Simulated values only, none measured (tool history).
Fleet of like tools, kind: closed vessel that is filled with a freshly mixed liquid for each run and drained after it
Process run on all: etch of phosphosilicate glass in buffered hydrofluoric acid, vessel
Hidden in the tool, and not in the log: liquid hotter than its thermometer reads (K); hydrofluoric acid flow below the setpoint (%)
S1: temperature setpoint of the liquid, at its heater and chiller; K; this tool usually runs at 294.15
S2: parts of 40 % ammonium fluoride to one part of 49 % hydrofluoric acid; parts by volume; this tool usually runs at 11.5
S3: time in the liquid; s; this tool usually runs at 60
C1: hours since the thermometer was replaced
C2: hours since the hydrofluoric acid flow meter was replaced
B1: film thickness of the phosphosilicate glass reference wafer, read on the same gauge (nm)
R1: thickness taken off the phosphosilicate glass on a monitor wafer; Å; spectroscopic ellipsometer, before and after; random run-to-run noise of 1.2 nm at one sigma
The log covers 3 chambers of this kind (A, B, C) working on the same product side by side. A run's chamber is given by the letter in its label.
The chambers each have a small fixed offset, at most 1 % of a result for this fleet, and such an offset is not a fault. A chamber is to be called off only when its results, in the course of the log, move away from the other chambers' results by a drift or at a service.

run	hour	S1	S2	S3	C1	C2	B1	R1
1B	14.0	294.15	11.5	60	532.4	1549.5	129.94	4111.2
2A	26.4	294.15	11.5	60	2093.9	225.1	130.00	4123.9
3C	40.7	294.15	11.5	60	1740.1	55.3	130.03	4126.5
4B	50.3	294.15	11.5	60	568.7	1585.8	130.01	4112.4
# hour 54.7: chamber A: thermometer replaced
5A	58.7	294.15	11.5	60	4.0	257.4	130.01	4120.5
6C	68.9	294.15	8.0	60	1768.3	83.5	129.95	5743.4
7B	76.8	294.15	8.0	60	595.2	1612.3	130.03	5694.4
8C	84.9	294.15	8.0	60	1784.3	99.5	129.99	5723.2
9A	97.3	294.15	11.5	60	42.6	296.0	130.02	4108.0
10A	111.6	294.15	11.5	60	56.9	310.3	129.97	4107.0
11C	120.8	294.15	15.5	60	1820.2	135.4	130.03	3041.4
12B	131.7	294.15	15.5	60	650.1	1667.2	130.04	3084.3
13B	144.1	294.15	15.5	60	662.5	1679.6	130.02	3068.4
14C	156.5	294.15	11.5	60	1855.9	171.1	129.97	4121.2
15A	168.8	294.15	11.5	60	114.1	367.5	130.03	4090.7
16C	177.2	294.15	11.5	60	1876.6	191.8	129.99	4110.2
# hour 190.6: chamber C: thermometer replaced
17A	191.6	294.15	11.5	60	136.9	390.3	129.99	4121.9
18B	205.8	294.15	11.5	60	724.2	1741.3	129.99	4068.1
19A	217.2	294.15	11.5	60	162.5	415.9	130.02	4110.5
20C	223.6	294.15	11.5	60	33.1	238.2	129.99	4091.7
21B	235.5	294.15	11.5	60	753.9	1771.0	130.01	4087.3
22C	246.5	294.15	11.5	60	56.0	261.1	130.00	4117.5
23A	257.3	294.15	15.5	60	202.6	456.0	129.98	3058.9
24B	263.9	294.15	15.5	60	782.3	1799.4	130.00	3047.7
25C	270.5	294.15	15.5	60	80.0	285.1	130.00	3054.8
26A	277.1	294.15	11.5	60	222.4	475.8	129.98	4099.4
27B	288.3	294.15	11.5	60	806.7	1823.8	129.97	4053.6
28A	302.3	298.65	11.5	60	247.6	501.0	129.99	5244.0
29B	311.6	298.65	11.5	60	830.0	1847.1	130.04	5178.1
30C	322.3	298.65	11.5	60	131.8	336.9	130.02	5236.2
31B	335.3	294.15	11.5	60	853.7	1870.8	130.03	4046.4
32C	348.7	294.15	11.5	60	158.2	363.3	130.02	4091.8
33A	360.0	294.15	11.5	60	305.3	558.7	130.00	4102.8
34B	369.4	294.15	11.5	60	887.8	1904.9	130.03	4023.3
35A	376.4	294.15	11.5	60	321.7	575.1	130.01	4111.5
36C	388.7	294.15	11.5	60	198.2	403.3	130.02	4103.2
37C	397.0	294.15	11.5	60	206.5	411.6	129.99	4086.9
38B	407.0	294.15	11.5	60	925.4	1942.5	130.02	4045.0
39A	418.6	291.65	11.5	60	363.9	617.3	130.02	3575.7
40B	432.7	291.65	11.5	60	951.1	1968.2	130.00	3469.1
41A	442.7	291.65	11.5	60	388.0	641.4	129.99	3564.7

Read the log: is a single chamber off, either drifting away or since a service, is the gauge that measures every chamber drifting, or is nothing wrong beyond small per-chamber offsets? Name any odd chamber and what most likely caused it.

One chamber, B, drifts off from the rest bit by bit.
Likeliest cause: hydrofluoric acid flow below the setpoint (%) = 2.82.
It could be hard to tell apart here from: liquid colder than its thermometer reads (K).

Here are 4 candidates for chamber B's next run, each the usual settings with a change, their results left as question marks. Which one brings its results back in line with what the others give on the usual settings?
A result is in line if it is within this distance of the other chambers' mean on the usual settings: R1 43.0 Å
42B-1	453.1	294.65	11.5	60				?
42B-2	453.1	293.65	11.5	60				?
42B-3	453.1	294.15	11.0	60				?
42B-4	453.1	294.15	12.0	60				?

On the usual settings, the other chambers give on average: R1 4102.2 Å
run	R1
42B-1	4117.9
42B-2	3895.0
42B-3	4180.2
42B-4	3844.4
It is 42B-1 that realigns the chamber with its peers.
